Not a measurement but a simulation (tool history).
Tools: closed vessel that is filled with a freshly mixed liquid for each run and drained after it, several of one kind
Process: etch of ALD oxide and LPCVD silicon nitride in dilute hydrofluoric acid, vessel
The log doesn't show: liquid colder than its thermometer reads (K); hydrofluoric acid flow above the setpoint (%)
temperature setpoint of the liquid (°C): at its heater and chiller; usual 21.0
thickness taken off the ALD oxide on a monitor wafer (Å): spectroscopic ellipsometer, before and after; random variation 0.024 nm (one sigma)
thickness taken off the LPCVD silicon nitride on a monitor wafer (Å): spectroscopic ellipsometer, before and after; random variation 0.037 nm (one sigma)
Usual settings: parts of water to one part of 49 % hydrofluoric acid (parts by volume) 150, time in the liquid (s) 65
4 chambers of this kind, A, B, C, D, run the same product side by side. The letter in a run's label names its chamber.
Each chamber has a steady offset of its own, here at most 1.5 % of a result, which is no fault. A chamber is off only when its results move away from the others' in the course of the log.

run,hour,temperature setpoint of the liquid (°C),parts of water to one part of 49 % hydrofluoric acid (parts by volume),time in the liquid (s),hours since the thermometer was replaced,hours since the hydrofluoric acid flow meter was replaced,"read-back film thickness of the ALD oxide reference wafer, read on the same gauge (nm)","read-back film thickness of the LPCVD silicon nitride reference wafer, read on the same gauge (nm)",thickness taken off the ALD oxide on a monitor wafer (Å),thickness taken off the LPCVD silicon nitride on a monitor wafer (Å)
1D,9.9,21.0,150,65,607.8,1444.6,40.004,39.998,43.368,2.3521
2C,20.0,21.0,150,65,1834.1,842.0,39.998,39.998,44.410,1.9425
# hour 25.7: chamber D: hydrofluoric acid flow meter replaced
3A,30.8,21.0,150,65,431.1,957.6,40.009,40.016,43.954,2.4686
4B,44.8,21.0,150,65,367.1,900.3,39.972,39.996,42.800,1.4822
5B,51.3,18.5,150,65,373.6,906.8,40.007,39.994,38.986,1.5241
6C,60.5,18.5,150,65,1874.6,882.5,39.990,39.998,40.101,1.7509
# hour 62.6: chamber D: thermometer replaced
7A,73.1,18.5,150,65,473.4,999.9,39.998,39.995,39.389,1.7844
8D,82.7,18.5,150,65,20.2,57.1,39.989,40.008,38.961,1.4480
9D,95.4,21.0,150,65,32.9,69.8,39.993,40.004,42.963,1.6469
10B,109.6,21.0,150,65,431.9,965.1,39.998,40.008,43.914,1.8439
11C,124.1,21.0,150,105,1938.2,946.1,40.000,39.988,71.935,3.4029
12A,136.9,21.0,150,105,537.2,1063.7,40.018,39.990,70.747,3.7715
13B,149.3,21.0,150,105,471.6,1004.8,40.023,39.982,70.214,4.0796
14A,159.4,21.0,150,105,559.7,1086.2,40.000,39.988,70.397,3.2089
15D,174.1,21.0,150,65,111.6,148.5,39.989,39.992,43.702,2.1782
16C,186.8,21.0,190,95,2000.9,1008.8,40.009,39.981,48.509,2.0797
17D,194.4,21.0,190,95,131.9,168.8,40.001,39.979,47.637,2.5770
18B,201.1,21.0,190,95,523.4,1056.6,39.957,40.022,48.134,1.8323
19A,211.1,21.0,190,95,611.4,1137.9,40.012,39.992,48.309,1.9131
20C,219.1,21.0,100,30,2033.2,1041.1,40.003,39.994,32.393,1.3363
21A,228.1,21.0,100,30,628.4,1154.9,40.006,40.005,32.350,1.0652
22B,241.6,21.0,100,30,563.9,1097.1,39.994,39.989,31.718,1.1911
23C,254.9,21.0,100,30,2069.0,1076.9,40.011,39.996,32.593,1.7462
24D,269.6,21.0,150,65,207.1,244.0,39.984,40.000,43.323,2.2626
25C,276.5,21.0,150,105,2090.6,1098.5,39.997,39.991,70.976,3.9790
26A,291.1,21.0,150,105,691.4,1217.9,39.979,39.992,70.499,3.0999
27B,304.6,21.0,150,105,626.9,1160.1,39.998,40.022,69.795,3.9539
28D,318.8,21.0,150,105,256.3,293.2,39.980,40.010,69.694,2.4865
29C,329.8,21.0,150,65,2143.9,1151.8,40.004,40.003,44.272,2.2360
30D,339.1,21.0,150,65,276.6,313.5,40.015,39.983,42.887,2.3388
31A,347.1,21.0,150,65,747.4,1273.9,39.976,40.005,43.504,1.6052
32B,356.3,21.0,150,65,678.6,1211.8,40.015,39.986,43.230,1.9634
33A,366.9,21.0,150,65,767.2,1293.7,39.992,40.001,43.482,1.7770
34B,373.5,21.0,150,65,695.8,1229.0,40.002,39.983,43.738,2.1607
35D,380.8,21.0,85,65,318.3,355.2,40.009,40.006,81.879,4.2140
36C,392.7,21.0,85,65,2206.8,1214.7,40.007,39.990,85.184,2.9141

Next, every chamber runs the same settings. What will each give?
37A,403.1,21.0,150,65,,,,,?,?
37B,403.1,21.0,150,65,,,,,?,?
37C,403.1,21.0,150,65,,,,,?,?
37D,403.1,21.0,150,65,,,,,?,?

run,thickness taken off the ALD oxide on a monitor wafer (Å),thickness taken off the LPCVD silicon nitride on a monitor wafer (Å)
37A,43.415,1.7319
37B,43.049,1.9139
37C,44.105,1.9382
37D,42.866,2.4415
